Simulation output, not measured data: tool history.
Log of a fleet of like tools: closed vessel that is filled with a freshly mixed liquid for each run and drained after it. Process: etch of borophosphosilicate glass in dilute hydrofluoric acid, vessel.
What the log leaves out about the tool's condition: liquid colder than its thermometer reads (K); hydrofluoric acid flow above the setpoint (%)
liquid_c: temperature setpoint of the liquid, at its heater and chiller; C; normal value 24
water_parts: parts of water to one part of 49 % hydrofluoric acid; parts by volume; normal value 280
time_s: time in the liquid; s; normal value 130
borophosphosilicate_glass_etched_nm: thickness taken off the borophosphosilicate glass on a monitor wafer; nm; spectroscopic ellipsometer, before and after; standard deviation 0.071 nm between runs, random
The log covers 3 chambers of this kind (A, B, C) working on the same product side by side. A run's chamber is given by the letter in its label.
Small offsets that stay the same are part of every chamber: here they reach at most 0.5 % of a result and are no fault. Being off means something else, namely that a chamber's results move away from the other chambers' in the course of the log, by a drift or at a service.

run,hour,liquid_c,water_parts,time_s,hours since the thermometer was replaced,hours since the hydrofluoric acid flow meter was replaced,"read-back film thickness of the borophosphosilicate glass reference wafer, read on the same gauge (nm)",borophosphosilicate_glass_etched_nm
1B,3.2,24,280,130,170.9,1649.4,140.01,10.38
2C,7.2,24,280,130,1523,313.7,140.01,10.331
3A,13.2,24,280,130,750.1,248.9,140.03,10.406
4B,18.6,24,280,130,186.3,1664.8,140,10.44
5C,22.2,24,280,130,1538,328.7,140,10.353
6A,27.1,24,280,130,764,262.8,140,10.381
7A,31.1,24,280,130,768,266.8,140,10.313
8C,34.8,24,280,130,1550.6,341.3,140.03,10.301
9B,39,24,280,130,206.7,1685.2,140.01,10.347
10C,43.1,24,280,130,1558.9,349.6,140.01,10.383
11B,48.5,24,280,130,216.2,1694.7,139.99,10.324
12A,52.7,24,280,130,789.6,288.4,140,10.288
13A,58.5,24,280,130,795.4,294.2,140,10.163
14B,64,24,280,130,231.7,1710.2,140.01,10.309
15C,68.1,24,280,130,1583.9,374.6,140.01,10.223
16C,72,24,280,130,1587.8,378.5,140,10.397
17B,75.4,24,230,130,243.1,1721.6,139.99,13.099
18A,80.4,24,230,130,817.3,316.1,139.99,13.192
19B,86.2,24,230,130,253.9,1732.4,140.01,13.242
20C,91,24,280,130,1606.8,397.5,140,10.44
21A,95,24,280,130,831.9,330.7,140,10.253

Predict what each chamber gives when all 3 of them run the settings below next.
22A,99.3,24,280,75,,,,?
22B,99.3,24,280,75,,,,?
22C,99.3,24,280,75,,,,?

run,borophosphosilicate_glass_etched_nm
22A,5.9338
22B,5.9012
22C,5.9814

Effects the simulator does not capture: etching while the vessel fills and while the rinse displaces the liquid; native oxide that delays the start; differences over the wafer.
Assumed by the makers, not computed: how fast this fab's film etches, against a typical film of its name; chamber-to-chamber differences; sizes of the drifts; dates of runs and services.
